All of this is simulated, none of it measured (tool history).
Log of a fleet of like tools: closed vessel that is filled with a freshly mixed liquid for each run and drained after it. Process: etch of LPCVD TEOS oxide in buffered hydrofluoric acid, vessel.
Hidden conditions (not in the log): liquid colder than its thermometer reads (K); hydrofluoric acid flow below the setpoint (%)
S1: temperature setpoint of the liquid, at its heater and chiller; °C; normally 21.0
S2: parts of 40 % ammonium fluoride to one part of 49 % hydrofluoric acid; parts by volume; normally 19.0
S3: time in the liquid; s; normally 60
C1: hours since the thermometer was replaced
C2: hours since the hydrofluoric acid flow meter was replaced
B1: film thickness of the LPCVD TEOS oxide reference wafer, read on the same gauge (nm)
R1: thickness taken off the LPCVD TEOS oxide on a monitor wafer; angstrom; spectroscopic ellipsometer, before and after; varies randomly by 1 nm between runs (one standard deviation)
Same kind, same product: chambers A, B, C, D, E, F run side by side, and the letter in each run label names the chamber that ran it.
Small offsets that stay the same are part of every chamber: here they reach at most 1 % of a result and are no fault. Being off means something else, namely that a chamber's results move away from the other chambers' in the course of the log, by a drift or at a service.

run,hour,S1,S2,S3,C1,C2,B1,R1
1A,5.0,21.0,19.0,60,1501.2,958.0,140.01,1200.80
2E,8.8,21.0,19.0,60,1655.2,914.7,140.04,1181.40
3B,13.6,21.0,19.0,60,1411.5,895.6,139.97,1188.50
4C,19.3,21.0,19.0,60,523.3,1182.9,139.99,1189.90
5F,22.7,21.0,23.5,60,556.5,2316.4,140.00,1025.80
6D,25.5,21.0,23.5,60,1159.7,1730.6,140.01,1011.30
7C,31.1,21.0,23.5,60,535.1,1194.7,140.02,1028.20
8F,36.3,21.0,23.5,60,570.1,2330.0,140.00,1023.90
9D,42.5,21.0,23.5,60,1176.7,1747.6,139.97,1023.20
10B,47.4,21.0,23.5,60,1445.3,929.4,140.02,1010.70
11A,52.6,21.0,19.0,60,1548.8,1005.6,139.97,1200.00
12E,59.0,21.0,19.0,60,1705.4,964.9,140.00,1193.70
# hour 59.5: chamber F: thermometer replaced
13F,62.8,21.0,19.0,60,3.4,2356.5,140.00,1182.60
14A,68.1,21.0,19.0,60,1564.3,1021.1,139.99,1186.60
15D,71.8,21.0,19.0,60,1206.0,1776.9,140.01,1196.50
16B,75.3,21.0,19.0,60,1473.2,957.3,140.01,1203.00
17C,81.5,21.0,19.0,60,585.5,1245.1,139.97,1198.90
18E,84.7,21.0,19.0,60,1731.1,990.6,139.98,1176.20
19B,90.4,21.0,19.0,60,1488.3,972.4,140.04,1192.50
# hour 94.2: chamber F: hydrofluoric acid flow meter replaced
20C,95.0,21.0,19.0,60,599.0,1258.6,140.02,1204.50
21E,99.1,21.0,19.0,60,1745.5,1005.0,139.98,1167.10
# hour 103.7: chamber E: hydrofluoric acid flow meter replaced
22D,105.0,21.0,19.0,60,1239.2,1810.1,140.02,1199.10
23A,110.0,24.5,19.0,70,1606.2,1063.0,140.02,1633.60
24F,114.2,24.5,19.0,70,54.8,20.0,140.03,1685.20
25B,118.6,24.5,19.0,70,1516.5,1000.6,140.02,1663.60
26A,124.9,24.5,19.0,70,1621.1,1077.9,139.99,1593.20
27F,128.8,24.5,19.0,70,69.4,34.6,140.03,1674.60
28D,131.8,24.5,19.0,70,1266.0,1836.9,140.02,1695.10
29E,137.3,21.0,19.0,60,1783.7,33.7,140.02,1174.30
30C,143.2,21.0,19.0,60,647.2,1306.8,139.97,1199.50
31F,148.6,21.0,19.0,60,89.2,54.4,140.01,1200.10
32B,152.3,21.0,19.0,60,1550.2,1034.3,140.02,1181.00
33C,158.4,21.0,19.0,60,662.4,1322.0,139.99,1201.10
34E,164.0,21.0,19.0,60,1810.4,60.4,140.00,1187.10
35D,166.9,21.0,19.0,60,1301.1,1872.0,140.01,1189.90
36A,170.7,21.0,19.0,60,1666.9,1123.7,139.99,1093.20
37E,175.6,21.0,19.0,60,1822.0,72.0,139.98,1206.20
38D,180.7,21.0,19.0,60,1314.9,1885.8,140.02,1170.80
39A,186.6,21.0,19.0,60,1682.8,1139.6,139.98,1081.70
40F,192.5,21.0,19.0,60,133.1,98.3,139.99,1197.00

Decide between three cases: one chamber stands off from its peers, the gauge reading all wafers drifts, or nothing is wrong past each chamber's small offset. Where a chamber is off, say which and what most likely put it there.

It is chamber A that slowly wanders off from its peers.
Most likely cause: liquid colder than its thermometer reads (K) = 1.85.
The log might look much the same if the cause were instead: hydrofluoric acid flow below the setpoint (%).

Chamber A could run next with any of the 4 candidate recipes listed below; each alters the usual settings, and their results appear as question marks. Which one brings its results back in line with what the other chambers deliver on the usual settings?
Maximum distance from the other chambers' mean on the usual settings for a result to count as in line: R1 35.00 angstrom
41A-1,197.1,21.5,18.5,60,,,,?
41A-2,197.1,21.0,18.5,65,,,,?
41A-3,197.1,21.0,20.0,60,,,,?
41A-4,197.1,21.0,21.5,60,,,,?

Other chambers, usual settings, mean: R1 1188.90 angstrom
run,R1
41A-1,1137.60
41A-2,1198.10
41A-3,1026.50
41A-4,977.04
With 41A-2, the chamber falls back in line with the rest.
